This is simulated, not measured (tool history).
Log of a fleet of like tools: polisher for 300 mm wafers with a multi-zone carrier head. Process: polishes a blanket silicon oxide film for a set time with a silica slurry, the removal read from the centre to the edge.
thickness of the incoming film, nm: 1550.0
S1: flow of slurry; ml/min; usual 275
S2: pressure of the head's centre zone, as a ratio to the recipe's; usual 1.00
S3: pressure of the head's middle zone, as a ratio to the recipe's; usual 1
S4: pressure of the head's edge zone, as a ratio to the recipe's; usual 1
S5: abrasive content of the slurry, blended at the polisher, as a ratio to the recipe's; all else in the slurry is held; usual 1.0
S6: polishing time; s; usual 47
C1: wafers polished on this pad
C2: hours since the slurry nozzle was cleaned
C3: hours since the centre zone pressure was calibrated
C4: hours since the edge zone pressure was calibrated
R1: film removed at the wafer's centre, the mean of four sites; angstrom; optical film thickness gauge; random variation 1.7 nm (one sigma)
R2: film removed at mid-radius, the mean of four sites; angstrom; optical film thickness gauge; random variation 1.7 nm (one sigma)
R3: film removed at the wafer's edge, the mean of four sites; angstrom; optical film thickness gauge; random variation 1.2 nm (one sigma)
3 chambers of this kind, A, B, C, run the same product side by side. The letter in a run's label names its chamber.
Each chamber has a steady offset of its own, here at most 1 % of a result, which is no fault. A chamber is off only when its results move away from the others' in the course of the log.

run	day	S1	S2	S3	S4	S5	S6	C1	C2	C3	C4	R1	R2	R3
# day 0.262: chamber B: centre zone pressure recalibrated
1B	0.462	275	1.00	1	1	1.0	47	193	244.3	4.8	159.6	1167.9	1189.1	1157.2
2C	1.021	275	1.00	1	1	1.0	47	249	286.3	782.4	466.9	1167.7	1138.0	1184.7
3A	1.321	275	1.00	1	1	1.0	47	714	643.5	98.3	100.5	1203.7	1162.4	1163.4
4B	1.775	275	1.00	1	1	1.0	47	499	275.8	36.3	191.1	1145.5	1201.5	1165.3
5C	2.171	275	1.00	1	1	1.0	47	517	313.9	810.0	494.5	1154.2	1140.8	1150.3
6A	2.579	275	1.00	1	1	1.0	47	1007	673.7	128.5	130.7	1172.8	1162.8	1159.1
7A	2.883	275	1.00	1	1	1.0	47	1078	681.0	135.8	138.0	1149.0	1165.4	1158.1
8C	3.317	275	1.00	1	1	1.0	47	784	341.4	837.5	522.0	1162.2	1146.1	1179.6
9B	3.642	275	1.00	1	1	1.0	47	934	320.6	81.1	235.9	1192.4	1181.5	1159.0
10C	3.958	275	1.00	1	1	1.0	47	933	356.8	852.9	537.4	1157.7	1161.5	1140.1
# day 4.129: chamber A: worn pad replaced by a new one
11A	4.229	275	0.92	1	1	1.0	47	23	713.3	168.1	170.3	1047.8	1164.1	1170.0
12B	4.517	275	0.92	1	1	1.0	47	1137	341.6	102.1	256.9	1095.9	1153.1	1168.2
13A	4.938	275	0.92	1	1	1.0	47	188	730.3	185.1	187.3	1074.0	1142.4	1176.8
# day 5.071: chamber B: worn pad replaced by a new one
14B	5.512	275	1.00	1	1	1.0	47	103	365.5	126.0	280.8	1158.8	1211.7	1160.6
15C	5.812	275	1.00	1	1	1.0	47	1365	401.3	897.4	581.9	1154.1	1179.3	1172.4
16B	6.075	275	1.00	1	1	1.0	47	233	379.0	139.5	294.3	1151.1	1169.1	1171.3
# day 6.129: chamber C: worn pad replaced by a new one
17C	6.662	275	1.00	1	1	1.0	47	124	421.7	917.8	602.3	1135.3	1166.3	1159.6
18A	7.154	275	1.00	1	1	1.0	63	704	783.5	238.3	240.5	1576.9	1582.1	1545.0
19B	7.479	275	1.00	1	1	1.0	63	560	412.7	173.2	328.0	1593.5	1588.0	1557.3
20C	7.946	275	1.00	1	1	1.0	63	423	452.5	948.6	633.1	1557.0	1574.7	1566.4
# day 8.062: chamber C: edge zone pressure recalibrated
21A	8.504	275	1.00	1	1	1.0	47	1019	815.9	270.7	272.9	1163.0	1157.3	1170.0
22C	9.029	275	1.00	1	1	1.0	47	675	478.5	974.6	23.2	1148.3	1167.2	1161.8
# day 9.321: chamber A: worn pad replaced by a new one
23A	9.533	275	1.00	1	1	1.0	47	49	840.6	295.4	297.6	1136.4	1174.7	1188.8
24B	9.962	275	1.00	1	1	1.0	47	1138	472.3	232.8	387.6	1165.0	1160.0	1166.2
25A	10.254	275	1.00	1	1	1.0	47	217	857.9	312.7	314.9	1180.0	1168.5	1167.3
# day 10.258: chamber B: worn pad replaced by a new one
26B	10.683	275	0.91	1	1	1.0	47	99	489.6	250.1	404.9	1042.2	1187.6	1188.2
27C	11.046	275	0.91	1	1	1.0	47	1144	526.9	1023.0	71.6	1043.8	1170.3	1153.7
# day 11.096: chamber C: centre zone pressure recalibrated
28C	11.467	275	0.91	1	1	1.0	47	1242	537.0	9.0	81.7	1043.9	1162.5	1158.8
29B	11.858	275	1.00	1	1	1.0	47	373	517.8	278.3	433.1	1178.0	1173.8	1181.9
# day 12.050: chamber A: centre zone pressure recalibrated
30A	12.312	275	1.00	1	1	1.0	47	696	907.3	6.3	364.3	1188.2	1143.5	1179.2
31B	12.821	275	1.00	1	1	1.0	47	597	540.9	301.4	456.2	1172.2	1191.7	1183.5

All 3 chambers run these settings next. Forecast each chamber's results:
32A	13.254	275	1.00	1	1	0.8	47					?	?	?
32B	13.254	275	1.00	1	1	0.8	47					?	?	?
32C	13.254	275	1.00	1	1	0.8	47					?	?	?

run	R1	R2	R3
32A	1023.8	1037.2	1053.4
32B	1062.3	1052.2	1059.8
32C	1060.5	1042.5	1051.8
